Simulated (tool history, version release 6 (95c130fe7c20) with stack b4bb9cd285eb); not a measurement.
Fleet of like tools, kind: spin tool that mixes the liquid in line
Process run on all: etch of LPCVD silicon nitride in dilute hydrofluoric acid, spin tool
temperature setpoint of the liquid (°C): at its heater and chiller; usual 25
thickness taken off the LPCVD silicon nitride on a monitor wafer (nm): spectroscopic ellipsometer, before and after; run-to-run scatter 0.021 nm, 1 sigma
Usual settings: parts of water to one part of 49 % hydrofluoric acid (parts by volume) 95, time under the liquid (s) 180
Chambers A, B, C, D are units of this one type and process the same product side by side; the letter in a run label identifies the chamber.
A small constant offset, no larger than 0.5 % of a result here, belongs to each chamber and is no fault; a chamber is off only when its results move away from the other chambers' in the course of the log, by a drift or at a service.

run   hour  temperature setpoint of the liquid (°C)  parts of water to one part of 49 % hydrofluoric acid (parts by volume)  time under the liquid (s)  hours since the thermometer was replaced  hours since the hydrofluoric acid flow meter was replaced  read-back film thickness of the LPCVD silicon nitride reference wafer, read on the same gauge (nm)  thickness taken off the LPCVD silicon nitride on a monitor wafer (nm)
 1C    7.9                                       25                                                                      95                        180                                     313.9                                                      146.7                                                                                              130.02                                                                 1.0312
 2A   17.3                                       25                                                                      95                        180                                    1108.9                                                     1735.6                                                                                              129.98                                                                0.96664
 3D   25.8                                       25                                                                      95                        180                                    1062.8                                                      339.9                                                                                              130.02                                                                0.97696
 4B   31.4                                       25                                                                      95                        180                                    2493.2                                                      616.8                                                                                              130.03                                                                 1.0282
 5B   40.6                                     21.5                                                                      95                        240                                    2502.4                                                        626                                                                                              129.99                                                                 1.0201
 6D   47.2                                     21.5                                                                      95                        240                                    1084.2                                                      361.3                                                                                              129.95                                                                 1.0575
 7C   54.9                                     21.5                                                                      95                        240                                     360.9                                                      193.7                                                                                              129.96                                                                 1.0683
 8A   60.5                                     21.5                                                                      95                        240                                    1152.1                                                     1778.8                                                                                              130.04                                                                  1.059
 9A   68.3                                       25                                                                      95                        180                                    1159.9                                                     1786.6                                                                                              129.99                                                                0.99837
10C   74.2                                       20                                                                      95                        180                                     380.2                                                        213                                                                                              130.03                                                                0.68918
11D   82.2                                       20                                                                      95                        180                                    1119.2                                                      396.3                                                                                                 130                                                                0.71881
      84.8  -- chamber B: thermometer replaced
12B   91.1                                       20                                                                      95                        180                                       6.3                                                      676.5                                                                                              130.01                                                                0.70796
13D   97.2                                       20                                                                      95                        180                                    1134.2                                                      411.3                                                                                              130.01                                                                0.70368
14B  103.7                                       25                                                                      95                        180                                      18.9                                                      689.1                                                                                              129.97                                                                 1.0138
15C  113.1                                       25                                                                      95                        180                                     419.1                                                      251.9                                                                                                 130                                                                 1.0125
16A  123.1                                       25                                                                      95                        180                                    1214.7                                                     1841.4                                                                                              129.96                                                                0.99842
17B  131.7                                       25                                                                      95                        180                                      46.9                                                      717.1                                                                                              130.02                                                                 1.0056
18D    139                                       25                                                                      95                        180                                      1176                                                      453.1                                                                                              129.99                                                                0.97242
19A  144.5                                       25                                                                      95                        180                                    1236.1                                                     1862.8                                                                                                 130                                                                0.99627
20C  150.5                                       25                                                                      95                        180                                     456.5                                                      289.3                                                                                                 130                                                                0.98961
21C  156.7                                       25                                                                      95                        180                                     462.7                                                      295.5                                                                                              129.99                                                                 1.0067
22A  162.6                                       25                                                                      95                        180                                    1254.2                                                     1880.9                                                                                              130.01                                                                 0.9979
23B    171                                       25                                                                      95                        180                                      86.2                                                      756.4                                                                                              129.95                                                                 1.0117
24D  181.1                                       25                                                                      70                        230                                    1218.1                                                      495.2                                                                                              130.05                                                                 1.6056
25D  189.8                                       25                                                                      70                        230                                    1226.8                                                      503.9                                                                                                 130                                                                 1.6141
26C  196.2                                       25                                                                      70                        230                                     502.2                                                        335                                                                                              130.02                                                                 1.7276
27B  202.8                                       25                                                                      70                        230                                       118                                                      788.2                                                                                              130.01                                                                 1.7364
28A  212.2                                       25                                                                      95                        180                                    1303.8                                                     1930.5                                                                                              130.04                                                                 1.0125
29D  221.3                                       25                                                                      95                        180                                    1258.3                                                      535.4                                                                                                 130                                                                0.91947
30A  225.8                                       25                                                                      95                        180                                    1317.4                                                     1944.1                                                                                              129.96                                                                 1.0122
31C  233.5                                       25                                                                      95                        180                                     539.5                                                      372.3                                                                                              129.97                                                                0.98961
32B  240.7                                       25                                                                      95                        180                                     155.9                                                      826.1                                                                                              129.98                                                                 1.0151
33C  250.1                                       25                                                                      95                        180                                     556.1                                                      388.9                                                                                              129.98                                                                0.97696
34A    260                                       25                                                                      95                        180                                    1351.6                                                     1978.3                                                                                              129.96                                                                 1.0158
35D  266.1                                     27.5                                                                     125                        180                                    1303.1                                                      580.2                                                                                              130.03                                                                0.82712
36B    271                                     27.5                                                                     125                        180                                     186.2                                                      856.4                                                                                                 130                                                                0.90949
37B    280                                     27.5                                                                     125                        180                                     195.2                                                      865.4                                                                                                 130                                                                0.88785
38A  287.8                                     27.5                                                                     125                        180                                    1379.4                                                     2006.1                                                                                                 130                                                                 0.9222

Predict what each chamber gives when all 4 of them run the settings below next.
39A  295.1                                     23.5                                                                      95                        180                                                                                                                                                                                                                                                                               ?
39B  295.1                                     23.5                                                                      95                        180                                                                                                                                                                                                                                                                               ?
39C  295.1                                     23.5                                                                      95                        180                                                                                                                                                                                                                                                                               ?
39D  295.1                                     23.5                                                                      95                        180                                                                                                                                                                                                                                                                               ?

run  thickness taken off the LPCVD silicon nitride on a monitor wafer (nm)
39A                                                                0.88909
39B                                                                0.90536
39C                                                                  0.917
39D                                                                0.82938
